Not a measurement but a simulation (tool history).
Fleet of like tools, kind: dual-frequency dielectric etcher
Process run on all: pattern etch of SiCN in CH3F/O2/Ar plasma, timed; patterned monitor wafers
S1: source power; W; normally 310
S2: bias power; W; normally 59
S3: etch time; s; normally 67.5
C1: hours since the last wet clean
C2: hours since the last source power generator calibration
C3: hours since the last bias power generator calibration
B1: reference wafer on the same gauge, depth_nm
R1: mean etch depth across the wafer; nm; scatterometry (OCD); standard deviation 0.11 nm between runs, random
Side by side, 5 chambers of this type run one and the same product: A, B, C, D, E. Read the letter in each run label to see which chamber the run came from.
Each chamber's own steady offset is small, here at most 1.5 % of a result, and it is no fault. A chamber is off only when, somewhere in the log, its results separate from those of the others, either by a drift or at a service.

run 1E hour=9.4 | S1=310 S2=59 S3=67.5 | C1=279.4 C2=1342.9 C3=1047.8 | B1=21.198 | R1=21.378
-- hour=11 chamber C: wet clean of the chamber
run 2D hour=21.4 | S1=310 S2=59 S3=67.5 | C1=205.4 C2=1498.7 C3=890.5 | B1=21.227 | R1=21.382
run 3B hour=33.5 | S1=310 S2=59 S3=67.5 | C1=96.9 C2=538.5 C3=837.8 | B1=21.199 | R1=21.414
run 4C hour=41.7 | S1=310 S2=59 S3=67.5 | C1=30.8 C2=208.1 C3=441.1 | B1=21.206 | R1=21.627
run 5A hour=48.1 | S1=260 S2=59 S3=67.5 | C1=330 C2=3297.1 C3=1638.3 | B1=21.214 | R1=20.431
run 6D hour=58 | S1=260 S2=59 S3=67.5 | C1=242 C2=1535.3 C3=927.1 | B1=21.211 | R1=20.013
run 7A hour=63.9 | S1=260 S2=59 S3=67.5 | C1=345.8 C2=3312.9 C3=1654.1 | B1=21.195 | R1=20.258
run 8C hour=75.4 | S1=260 S2=59 S3=67.5 | C1=64.5 C2=241.8 C3=474.8 | B1=21.228 | R1=20.138
run 9B hour=87.1 | S1=260 S2=59 S3=67.5 | C1=150.5 C2=592.1 C3=891.4 | B1=21.192 | R1=20.104
run 10E hour=95.7 | S1=310 S2=59 S3=67.5 | C1=365.7 C2=1429.2 C3=1134.1 | B1=21.164 | R1=21.39
run 11A hour=105.8 | S1=310 S2=51 S3=67.5 | C1=387.7 C2=3354.8 C3=1696 | B1=21.184 | R1=20.825
run 12E hour=112.7 | S1=310 S2=51 S3=67.5 | C1=382.7 C2=1446.2 C3=1151.1 | B1=21.197 | R1=20.277
run 13C hour=118.2 | S1=310 S2=51 S3=67.5 | C1=107.3 C2=284.6 C3=517.6 | B1=21.219 | R1=20.526
run 14B hour=128 | S1=310 S2=51 S3=67.5 | C1=191.4 C2=633 C3=932.3 | B1=21.206 | R1=20.214
run 15D hour=135.7 | S1=310 S2=51 S3=67.5 | C1=319.7 C2=1613 C3=1004.8 | B1=21.188 | R1=20.371
run 16B hour=144.4 | S1=310 S2=59 S3=67.5 | C1=207.8 C2=649.4 C3=948.7 | B1=21.193 | R1=21.379
run 17C hour=153.3 | S1=310 S2=59 S3=67.5 | C1=142.4 C2=319.7 C3=552.7 | B1=21.198 | R1=21.74
run 18D hour=165.4 | S1=310 S2=59 S3=67.5 | C1=349.4 C2=1642.7 C3=1034.5 | B1=21.18 | R1=21.308
run 19A hour=177.6 | S1=380 S2=59 S3=67.5 | C1=459.5 C2=3426.6 C3=1767.8 | B1=21.209 | R1=23.731
-- hour=177.8 chamber A: wet clean of the chamber
run 20E hour=187 | S1=380 S2=59 S3=67.5 | C1=457 C2=1520.5 C3=1225.4 | B1=21.183 | R1=23.192
run 21A hour=198.2 | S1=380 S2=59 S3=67.5 | C1=20.5 C2=3447.2 C3=1788.4 | B1=21.219 | R1=23.569
run 22D hour=203.6 | S1=380 S2=59 S3=67.5 | C1=387.6 C2=1680.9 C3=1072.7 | B1=21.198 | R1=23.055
run 23B hour=210.6 | S1=380 S2=59 S3=67.5 | C1=274 C2=715.6 C3=1014.9 | B1=21.21 | R1=23.081
run 24E hour=220 | S1=310 S2=59 S3=67.5 | C1=490 C2=1553.5 C3=1258.4 | B1=21.213 | R1=21.168
-- hour=226.1 chamber D: wet clean of the chamber
run 25C hour=228.7 | S1=310 S2=59 S3=67.5 | C1=217.8 C2=395.1 C3=628.1 | B1=21.199 | R1=21.613
run 26C hour=240.8 | S1=310 S2=59 S3=67.5 | C1=229.9 C2=407.2 C3=640.2 | B1=21.211 | R1=21.454
run 27B hour=246.1 | S1=310 S2=59 S3=67.5 | C1=309.5 C2=751.1 C3=1050.4 | B1=21.202 | R1=21.335
run 28A hour=257 | S1=310 S2=59 S3=67.5 | C1=79.3 C2=3506 C3=1847.2 | B1=21.204 | R1=21.67
run 29E hour=263.6 | S1=310 S2=59 S3=67.5 | C1=533.6 C2=1597.1 C3=1302 | B1=21.203 | R1=21.325
run 30D hour=272.5 | S1=310 S2=59 S3=67.5 | C1=46.4 C2=1749.8 C3=1141.6 | B1=21.196 | R1=21.37
run 31C hour=283.8 | S1=310 S2=59 S3=67.5 | C1=272.9 C2=450.2 C3=683.2 | B1=21.187 | R1=21.695
run 32E hour=290.3 | S1=310 S2=59 S3=67.5 | C1=560.3 C2=1623.8 C3=1328.7 | B1=21.202 | R1=21.424
run 33A hour=301.8 | S1=310 S2=59 S3=67.5 | C1=124.1 C2=3550.8 C3=1892 | B1=21.185 | R1=21.757
-- hour=306.9 chamber E: wet clean of the chamber
run 34D hour=313.2 | S1=310 S2=59 S3=67.5 | C1=87.1 C2=1790.5 C3=1182.3 | B1=21.188 | R1=21.551
run 35B hour=321.4 | S1=310 S2=59 S3=67.5 | C1=384.8 C2=826.4 C3=1125.7 | B1=21.166 | R1=21.392
run 36E hour=331.8 | S1=310 S2=59 S3=67.5 | C1=25 C2=1665.3 C3=1370.2 | B1=21.181 | R1=21.591
run 37C hour=340.3 | S1=310 S2=59 S3=67.5 | C1=329.4 C2=506.7 C3=739.7 | B1=21.207 | R1=21.444
run 38A hour=346.3 | S1=310 S2=59 S3=67.5 | C1=168.6 C2=3595.3 C3=1936.5 | B1=21.188 | R1=21.982
run 39B hour=352.6 | S1=310 S2=59 S3=67.5 | C1=416 C2=857.6 C3=1156.9 | B1=21.211 | R1=21.369
run 40D hour=360.1 | S1=310 S2=59 S3=67.5 | C1=134 C2=1837.4 C3=1229.2 | B1=21.191 | R1=21.318
run 41A hour=365.7 | S1=310 S2=59 S3=67.5 | C1=188 C2=3614.7 C3=1955.9 | B1=21.18 | R1=21.806
run 42D hour=376.8 | S1=310 S2=59 S3=67.5 | C1=150.7 C2=1854.1 C3=1245.9 | B1=21.171 | R1=21.312
run 43B hour=383.6 | S1=310 S2=59 S3=67.5 | C1=447 C2=888.6 C3=1187.9 | B1=21.19 | R1=21.417

Is one chamber out of step, is the gauge drifting, or do the chambers differ by no more than their own small offsets? For an off chamber, give its letter and the likeliest cause.

Neither any chamber nor the gauge drifts; the chambers differ only by their own small, steady offsets.
